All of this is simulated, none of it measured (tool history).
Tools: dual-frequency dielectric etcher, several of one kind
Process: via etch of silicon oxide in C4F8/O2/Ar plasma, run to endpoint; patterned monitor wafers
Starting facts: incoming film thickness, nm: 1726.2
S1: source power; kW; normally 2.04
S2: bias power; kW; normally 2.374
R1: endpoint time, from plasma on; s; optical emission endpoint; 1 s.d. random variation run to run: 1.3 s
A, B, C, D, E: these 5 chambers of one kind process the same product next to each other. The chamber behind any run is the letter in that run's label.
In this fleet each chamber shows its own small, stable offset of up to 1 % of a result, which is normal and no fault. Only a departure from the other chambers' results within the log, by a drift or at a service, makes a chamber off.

| run | hour | S1 | S2 | R1 |
|---|---|---|---|---|
| 1C | 9 | 2.04 | 2.374 | 322.88 |
| 2B | 14 | 2.04 | 2.374 | 319.31 |
| 3A | 23.3 | 2.04 | 2.374 | 323.19 |
| 4E | 31 | 2.04 | 2.374 | 318.71 |
| 5D | 37.4 | 2.04 | 2.374 | 319.57 |
|  | 41.7 | chamber A: bias power generator calibrated |
| 6D | 45.6 | 2.04 | 2.374 | 321.86 |
| 7C | 55.2 | 2.51 | 2.181 | 302.8 |
| 8A | 60.4 | 2.51 | 2.181 | 302.17 |
| 9E | 68.8 | 2.51 | 2.181 | 298.73 |
| 10B | 73.5 | 2.51 | 2.181 | 299.31 |
| 11E | 82.6 | 2.51 | 2.181 | 301.77 |
| 12A | 87.5 | 2.48 | 2.374 | 295.11 |
| 13D | 92.6 | 2.48 | 2.374 | 295.97 |
| 14B | 101.8 | 2.48 | 2.374 | 293.67 |
| 15C | 109.7 | 2.48 | 2.374 | 297.8 |
|  | 116.1 | chamber B: wet clean of the chamber |
| 16D | 117.2 | 2.48 | 2.374 | 295.85 |
| 17A | 126 | 2.04 | 2.374 | 324.22 |
| 18B | 134.4 | 2.04 | 2.374 | 327.21 |
|  | 137.1 | chamber A: wet clean of the chamber |
| 19C | 141.8 | 2.04 | 2.374 | 320.16 |
| 20E | 150.6 | 2.04 | 2.374 | 319.3 |
| 21D | 155.9 | 2.04 | 2.374 | 319.96 |
|  | 159.4 | chamber C: source power generator calibrated |
| 22E | 161.4 | 2.04 | 2.374 | 319.53 |
| 23A | 165.8 | 2.04 | 2.374 | 320.75 |
| 24B | 170.3 | 2.04 | 2.374 | 325.1 |
| 25C | 178.5 | 2.04 | 2.374 | 319.56 |
| 26A | 188.3 | 2.04 | 2.374 | 321.18 |
| 27C | 193.8 | 2.04 | 2.374 | 320.94 |
| 28B | 201.1 | 2.04 | 2.374 | 325.91 |
| 29E | 208.7 | 2.04 | 2.374 | 319.75 |
| 30D | 215.6 | 2.04 | 2.374 | 317.66 |
| 31D | 222 | 1.88 | 2.036 | 344.91 |
| 32C | 226.4 | 1.88 | 2.036 | 347.04 |
| 33A | 232.7 | 1.88 | 2.036 | 347.94 |
| 34E | 240.5 | 1.88 | 2.036 | 344.45 |
| 35B | 247.9 | 1.88 | 2.036 | 355.4 |
| 36E | 254.5 | 2.04 | 2.374 | 319.63 |
|  | 256.7 | chamber D: wet clean of the chamber |
| 37C | 260.9 | 2.04 | 2.374 | 319.3 |
| 38D | 265.2 | 2.04 | 2.374 | 320.93 |
|  | 268.7 | chamber E: wet clean of the chamber |
| 39A | 270.7 | 2.47 | 2.041 | 306.87 |
| 40B | 276.2 | 2.47 | 2.041 | 319.16 |
| 41E | 281.6 | 2.47 | 2.041 | 309.05 |

For the next run the whole fleet of 5 chambers uses the same settings. Give each chamber's results:
| 42A | 288.6 | 2.04 | 2.374 | ? |
| 42B | 288.6 | 2.04 | 2.374 | ? |
| 42C | 288.6 | 2.04 | 2.374 | ? |
| 42D | 288.6 | 2.04 | 2.374 | ? |
| 42E | 288.6 | 2.04 | 2.374 | ? |

| run | R1 |
|---|---|
| 42A | 320.87 |
| 42B | 328.31 |
| 42C | 321.09 |
| 42D | 321.64 |
| 42E | 318.85 |

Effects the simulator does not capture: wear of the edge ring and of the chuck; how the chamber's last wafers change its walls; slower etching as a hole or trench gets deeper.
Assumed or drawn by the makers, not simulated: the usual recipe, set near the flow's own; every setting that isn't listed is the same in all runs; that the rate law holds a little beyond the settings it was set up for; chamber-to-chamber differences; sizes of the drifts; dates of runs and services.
